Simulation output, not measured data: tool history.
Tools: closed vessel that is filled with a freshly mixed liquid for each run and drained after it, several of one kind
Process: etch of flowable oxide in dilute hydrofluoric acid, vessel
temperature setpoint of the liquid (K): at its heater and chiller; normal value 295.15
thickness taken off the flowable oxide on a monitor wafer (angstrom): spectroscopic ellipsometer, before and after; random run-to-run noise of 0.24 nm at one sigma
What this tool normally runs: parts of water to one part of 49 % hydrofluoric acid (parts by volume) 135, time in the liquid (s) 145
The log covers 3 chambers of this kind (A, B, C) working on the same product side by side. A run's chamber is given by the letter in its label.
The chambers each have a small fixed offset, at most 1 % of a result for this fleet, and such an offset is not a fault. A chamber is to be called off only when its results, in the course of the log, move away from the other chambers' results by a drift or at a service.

| run | day | temperature setpoint of the liquid (K) | parts of water to one part of 49 % hydrofluoric acid (parts by volume) | time in the liquid (s) | hours since the thermometer was replaced | hours since the hydrofluoric acid flow meter was replaced | read-back film thickness of the flowable oxide reference wafer, read on the same gauge (nm) | thickness taken off the flowable oxide on a monitor wafer (angstrom) |
|---|---|---|---|---|---|---|---|---|
| 1B | 0.383 | 295.15 | 135 | 145 | 666.8 | 899.5 | 130.01 | 408.87 |
| 2C | 0.596 | 295.15 | 135 | 145 | 119 | 242.4 | 130 | 413.03 |
| 3A | 0.808 | 295.15 | 135 | 145 | 1740 | 817.4 | 130.03 | 411.32 |
|  | 0.812 | chamber B: hydrofluoric acid flow meter replaced |
| 4A | 1.196 | 295.15 | 135 | 145 | 1749.3 | 826.7 | 130 | 412.93 |
| 5B | 1.588 | 295.15 | 135 | 145 | 695.7 | 18.7 | 130.02 | 408.3 |
| 6C | 1.996 | 295.15 | 135 | 145 | 152.6 | 276 | 130.01 | 409.39 |
| 7A | 2.267 | 295.15 | 135 | 145 | 1775 | 852.4 | 129.98 | 413.28 |
| 8B | 2.467 | 295.15 | 135 | 145 | 716.8 | 39.8 | 129.97 | 407.66 |
| 9C | 2.725 | 295.15 | 190 | 145 | 170.1 | 293.5 | 129.99 | 274.7 |
| 10A | 3.054 | 295.15 | 190 | 145 | 1793.9 | 871.3 | 130.02 | 276.87 |
| 11B | 3.308 | 295.15 | 190 | 145 | 737 | 60 | 130 | 275 |
| 12C | 3.621 | 295.15 | 135 | 145 | 191.6 | 315 | 130.01 | 417.06 |
| 13A | 4.05 | 295.15 | 135 | 145 | 1817.8 | 895.2 | 130.02 | 411.28 |
| 14B | 4.358 | 295.15 | 135 | 145 | 762.2 | 85.2 | 129.99 | 409.02 |
| 15C | 4.583 | 295.15 | 135 | 145 | 214.7 | 338.1 | 130.01 | 410.28 |
| 16B | 4.912 | 295.15 | 80 | 85 | 775.5 | 98.5 | 130.02 | 426.31 |
| 17C | 5.117 | 295.15 | 80 | 85 | 227.5 | 350.9 | 130 | 434.91 |
| 18A | 5.417 | 295.15 | 80 | 85 | 1850.6 | 928 | 130.03 | 436.71 |
| 19C | 5.671 | 295.15 | 135 | 145 | 240.8 | 364.2 | 129.99 | 411.78 |
| 20B | 5.979 | 295.15 | 205 | 180 | 801.1 | 124.1 | 129.99 | 311.2 |

What goes on in this fleet: one chamber off, a drifting gauge, or nothing beyond the chambers' own small offsets? Name the chamber and the cause, if any.

Neither any chamber nor the gauge drifts; the chambers differ only by their own small, steady offsets.
